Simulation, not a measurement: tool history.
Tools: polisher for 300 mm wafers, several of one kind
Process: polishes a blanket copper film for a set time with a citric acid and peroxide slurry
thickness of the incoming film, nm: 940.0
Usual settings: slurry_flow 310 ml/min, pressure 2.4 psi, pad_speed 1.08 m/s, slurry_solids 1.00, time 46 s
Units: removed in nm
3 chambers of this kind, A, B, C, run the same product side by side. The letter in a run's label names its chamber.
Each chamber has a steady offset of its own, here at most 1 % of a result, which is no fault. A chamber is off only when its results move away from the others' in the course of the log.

run,hour,slurry_flow,pressure,pad_speed,slurry_solids,time,removed
# hour 3.2: chamber A: slurry blender recalibrated
1A,8.9,310,2.4,1.08,1.00,46,87.965
# hour 14.7: chamber B: worn pad replaced by a new one
2B,16.9,310,2.4,1.08,1.00,46,86.972
# hour 20.3: chamber C: worn pad replaced by a new one
# hour 26.5: chamber C: slurry blender recalibrated
3C,27.3,310,2.4,1.08,1.00,46,88.151
4B,33.2,310,2.4,1.08,1.00,46,87.568
5C,43.0,310,2.9,1.08,0.80,46,100.670
6A,51.7,310,2.9,1.08,0.80,46,98.983
# hour 60.1: chamber C: slurry nozzle cleaned
7B,61.7,310,2.9,1.08,0.80,46,97.979
8A,69.7,310,2.4,1.08,1.00,46,85.474
9C,75.0,310,2.4,1.08,1.00,46,87.606
10C,82.9,310,2.4,1.08,1.00,46,87.574
11A,88.7,310,2.9,1.08,1.00,46,103.700
12B,98.1,310,2.9,1.08,1.00,46,103.840
13C,105.5,310,2.9,1.08,1.00,46,103.660
14B,113.1,310,2.4,1.08,1.00,46,86.551
# hour 115.4: chamber A: worn pad replaced by a new one
15A,118.0,310,2.4,1.08,1.00,46,88.727
# hour 120.7: chamber B: worn pad replaced by a new one
16A,127.1,310,2.4,1.08,1.00,46,89.149
# hour 132.1: chamber B: slurry nozzle cleaned
17B,136.1,310,3.1,1.08,1.00,46,110.890
18C,144.6,310,3.1,1.08,1.00,46,112.490
# hour 150.6: chamber C: worn pad replaced by a new one
19C,154.8,310,3.1,1.08,1.00,46,109.060
20A,164.1,310,2.4,1.08,1.00,46,87.543
# hour 165.8: chamber C: slurry blender recalibrated
21B,171.5,310,2.4,1.08,1.00,46,86.746
22B,181.1,310,2.4,1.08,1.00,46,88.748
23C,188.3,310,2.4,1.08,1.00,46,87.695
24A,199.1,310,2.4,1.08,1.00,46,86.625
25B,203.9,310,2.4,1.08,1.15,46,90.126
26C,209.3,310,2.4,1.08,1.15,46,89.914
27A,214.1,310,2.4,1.08,1.15,46,89.948
28A,220.3,310,2.4,1.08,1.00,35,65.885
29B,226.2,310,2.4,1.08,1.00,35,66.916
# hour 232.1: chamber B: worn pad replaced by a new one
30C,234.3,310,2.4,1.08,1.00,35,66.052
# hour 236.8: chamber A: worn pad replaced by a new one
31C,242.6,310,2.4,1.08,1.00,46,85.159
32A,247.7,310,2.4,1.08,1.00,46,85.999
# hour 249.5: chamber A: slurry nozzle cleaned
33B,256.8,310,2.4,1.08,1.00,46,86.448
34A,265.1,310,2.4,1.08,1.00,46,87.406
# hour 269.5: chamber A: slurry blender recalibrated
35B,273.7,310,2.4,1.08,1.00,46,86.702
36C,279.0,310,2.4,1.08,1.00,46,86.210
# hour 282.5: chamber C: slurry blender recalibrated
37C,283.9,310,2.4,1.08,1.00,46,88.938
38A,293.0,310,2.4,1.08,1.00,46,87.771
# hour 298.0: chamber C: worn pad replaced by a new one
39B,302.0,390,2.4,1.08,1.00,46,89.877
40C,310.0,390,2.4,1.08,1.00,46,89.716

What goes on in this fleet: one chamber off, a drifting gauge, or nothing beyond the chambers' own small offsets? Name the chamber and the cause, if any.

No chamber stands off beyond its own small offset, and the gauge holds steady.
